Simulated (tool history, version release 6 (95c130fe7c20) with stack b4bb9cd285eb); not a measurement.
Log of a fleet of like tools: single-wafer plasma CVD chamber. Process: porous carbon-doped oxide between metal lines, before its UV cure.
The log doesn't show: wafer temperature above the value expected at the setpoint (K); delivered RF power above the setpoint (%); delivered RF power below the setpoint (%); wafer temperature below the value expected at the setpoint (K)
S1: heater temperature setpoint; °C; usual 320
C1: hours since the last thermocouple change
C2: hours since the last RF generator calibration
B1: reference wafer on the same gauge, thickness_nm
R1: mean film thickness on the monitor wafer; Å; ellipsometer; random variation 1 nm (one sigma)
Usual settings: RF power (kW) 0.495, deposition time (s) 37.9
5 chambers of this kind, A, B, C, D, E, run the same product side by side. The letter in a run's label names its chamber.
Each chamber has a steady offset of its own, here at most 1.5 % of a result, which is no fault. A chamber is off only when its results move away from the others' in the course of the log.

run 1E hour=6.3 | S1=320 RF_power_(kW)=0.495 deposition_time_(s)=37.9 | C1=456.5 C2=768.4 | B1=149.95 | R1=1827.6
run 2D hour=16.3 | S1=320 RF_power_(kW)=0.495 deposition_time_(s)=37.9 | C1=717.5 C2=581.6 | B1=149.95 | R1=1831.1
run 3A hour=26.9 | S1=320 RF_power_(kW)=0.495 deposition_time_(s)=37.9 | C1=196 C2=2207.1 | B1=149.82 | R1=1788.3
run 4C hour=35.2 | S1=320 RF_power_(kW)=0.495 deposition_time_(s)=37.9 | C1=1230.2 C2=830.1 | B1=150 | R1=1808.5
run 5B hour=48.3 | S1=320 RF_power_(kW)=0.495 deposition_time_(s)=37.9 | C1=2108.1 C2=1010.6 | B1=149.95 | R1=1793.6
run 6E hour=56.1 | S1=320 RF_power_(kW)=0.495 deposition_time_(s)=37.9 | C1=506.3 C2=818.2 | B1=150.19 | R1=1823
run 7C hour=65.5 | S1=310 RF_power_(kW)=0.495 deposition_time_(s)=37.9 | C1=1260.5 C2=860.4 | B1=149.93 | R1=1901.3
run 8D hour=72.4 | S1=310 RF_power_(kW)=0.495 deposition_time_(s)=37.9 | C1=773.6 C2=637.7 | B1=149.97 | R1=1940.7
run 9B hour=79.4 | S1=310 RF_power_(kW)=0.495 deposition_time_(s)=37.9 | C1=2139.2 C2=1041.7 | B1=150.1 | R1=1896.5
run 10A hour=93.1 | S1=310 RF_power_(kW)=0.495 deposition_time_(s)=37.9 | C1=262.2 C2=2273.3 | B1=150.03 | R1=1884.2
run 11D hour=99.4 | S1=310 RF_power_(kW)=0.495 deposition_time_(s)=37.9 | C1=800.6 C2=664.7 | B1=150.11 | R1=1933.1
run 12B hour=106 | S1=320 RF_power_(kW)=0.495 deposition_time_(s)=37.9 | C1=2165.8 C2=1068.3 | B1=150.22 | R1=1803.4
run 13E hour=113.3 | S1=320 RF_power_(kW)=0.495 deposition_time_(s)=37.9 | C1=563.5 C2=875.4 | B1=149.94 | R1=1812.1
run 14A hour=123.8 | S1=320 RF_power_(kW)=0.495 deposition_time_(s)=37.9 | C1=292.9 C2=2304 | B1=149.69 | R1=1787
-- hour=130.7 chamber C: thermocouple changed; heater temperature recalibrated
run 15C hour=133.9 | S1=320 RF_power_(kW)=0.55 deposition_time_(s)=37.9 | C1=3.2 C2=928.8 | B1=149.8 | R1=1936.2
run 16A hour=142.1 | S1=320 RF_power_(kW)=0.55 deposition_time_(s)=37.9 | C1=311.2 C2=2322.3 | B1=149.86 | R1=1919.3
run 17B hour=150.3 | S1=320 RF_power_(kW)=0.55 deposition_time_(s)=37.9 | C1=2210.1 C2=1112.6 | B1=149.81 | R1=1919.3
run 18E hour=158 | S1=320 RF_power_(kW)=0.55 deposition_time_(s)=37.9 | C1=608.2 C2=920.1 | B1=149.96 | R1=1936.9
run 19C hour=165.7 | S1=320 RF_power_(kW)=0.55 deposition_time_(s)=37.9 | C1=35 C2=960.6 | B1=150.04 | R1=1933.1
run 20D hour=177.6 | S1=320 RF_power_(kW)=0.495 deposition_time_(s)=37.9 | C1=878.8 C2=742.9 | B1=149.93 | R1=1823.6
run 21D hour=190.6 | S1=320 RF_power_(kW)=0.495 deposition_time_(s)=37.9 | C1=891.8 C2=755.9 | B1=149.92 | R1=1837.7
run 22E hour=200 | S1=327 RF_power_(kW)=0.495 deposition_time_(s)=35.5 | C1=650.2 C2=962.1 | B1=150.08 | R1=1640.9
run 23B hour=210.5 | S1=327 RF_power_(kW)=0.495 deposition_time_(s)=35.5 | C1=2270.3 C2=1172.8 | B1=150 | R1=1638
run 24A hour=219.9 | S1=327 RF_power_(kW)=0.495 deposition_time_(s)=35.5 | C1=389 C2=2400.1 | B1=149.82 | R1=1607.9
run 25C hour=232.1 | S1=327 RF_power_(kW)=0.495 deposition_time_(s)=35.5 | C1=101.4 C2=1027 | B1=150.36 | R1=1642.2
run 26D hour=244.2 | S1=327 RF_power_(kW)=0.495 deposition_time_(s)=35.5 | C1=945.4 C2=809.5 | B1=150.19 | R1=1644.2
run 27A hour=250.2 | S1=320 RF_power_(kW)=0.495 deposition_time_(s)=37.9 | C1=419.3 C2=2430.4 | B1=149.87 | R1=1781
-- hour=258.8 chamber E: RF generator calibrated
run 28E hour=260.8 | S1=320 RF_power_(kW)=0.495 deposition_time_(s)=37.9 | C1=711 C2=2.1 | B1=150.16 | R1=1821.9
run 29B hour=273.2 | S1=320 RF_power_(kW)=0.495 deposition_time_(s)=37.9 | C1=2333 C2=1235.5 | B1=150.26 | R1=1800.9
run 30C hour=279.6 | S1=320 RF_power_(kW)=0.495 deposition_time_(s)=37.9 | C1=148.9 C2=1074.5 | B1=150.09 | R1=1793.3
-- hour=281.3 chamber A: RF generator calibrated
run 31D hour=288.9 | S1=320 RF_power_(kW)=0.495 deposition_time_(s)=37.9 | C1=990.1 C2=854.2 | B1=149.9 | R1=1834.1
run 32C hour=301.2 | S1=320 RF_power_(kW)=0.495 deposition_time_(s)=37.9 | C1=170.5 C2=1096.1 | B1=150.14 | R1=1809.2
run 33A hour=312.7 | S1=320 RF_power_(kW)=0.495 deposition_time_(s)=37.9 | C1=481.8 C2=31.4 | B1=150 | R1=1792.5
run 34E hour=322.2 | S1=320 RF_power_(kW)=0.41 deposition_time_(s)=32 | C1=772.4 C2=63.5 | B1=150.09 | R1=1344.4
run 35B hour=330.4 | S1=320 RF_power_(kW)=0.41 deposition_time_(s)=32 | C1=2390.2 C2=1292.7 | B1=150.18 | R1=1337
run 36B hour=343.4 | S1=320 RF_power_(kW)=0.41 deposition_time_(s)=32 | C1=2403.2 C2=1305.7 | B1=150.05 | R1=1318.4
run 37E hour=350.5 | S1=320 RF_power_(kW)=0.41 deposition_time_(s)=32 | C1=800.7 C2=91.8 | B1=150.11 | R1=1357.3
run 38C hour=363.3 | S1=320 RF_power_(kW)=0.41 deposition_time_(s)=32 | C1=232.6 C2=1158.2 | B1=149.99 | R1=1346.2
run 39A hour=372.6 | S1=320 RF_power_(kW)=0.495 deposition_time_(s)=37.9 | C1=541.7 C2=91.3 | B1=149.8 | R1=1778.6
run 40D hour=386.2 | S1=314 RF_power_(kW)=0.495 deposition_time_(s)=37.9 | C1=1087.4 C2=951.5 | B1=150.08 | R1=1892.8
run 41E hour=398.8 | S1=314 RF_power_(kW)=0.495 deposition_time_(s)=37.9 | C1=849 C2=140.1 | B1=150.13 | R1=1900.2
run 42D hour=409.5 | S1=314 RF_power_(kW)=0.495 deposition_time_(s)=37.9 | C1=1110.7 C2=974.8 | B1=150.05 | R1=1895

Is one chamber off against the others, does the gauge drift, or is nothing wrong? If a chamber is off, say which, and what the likeliest cause is.

No chamber stands off beyond its own small offset, and the gauge holds steady.

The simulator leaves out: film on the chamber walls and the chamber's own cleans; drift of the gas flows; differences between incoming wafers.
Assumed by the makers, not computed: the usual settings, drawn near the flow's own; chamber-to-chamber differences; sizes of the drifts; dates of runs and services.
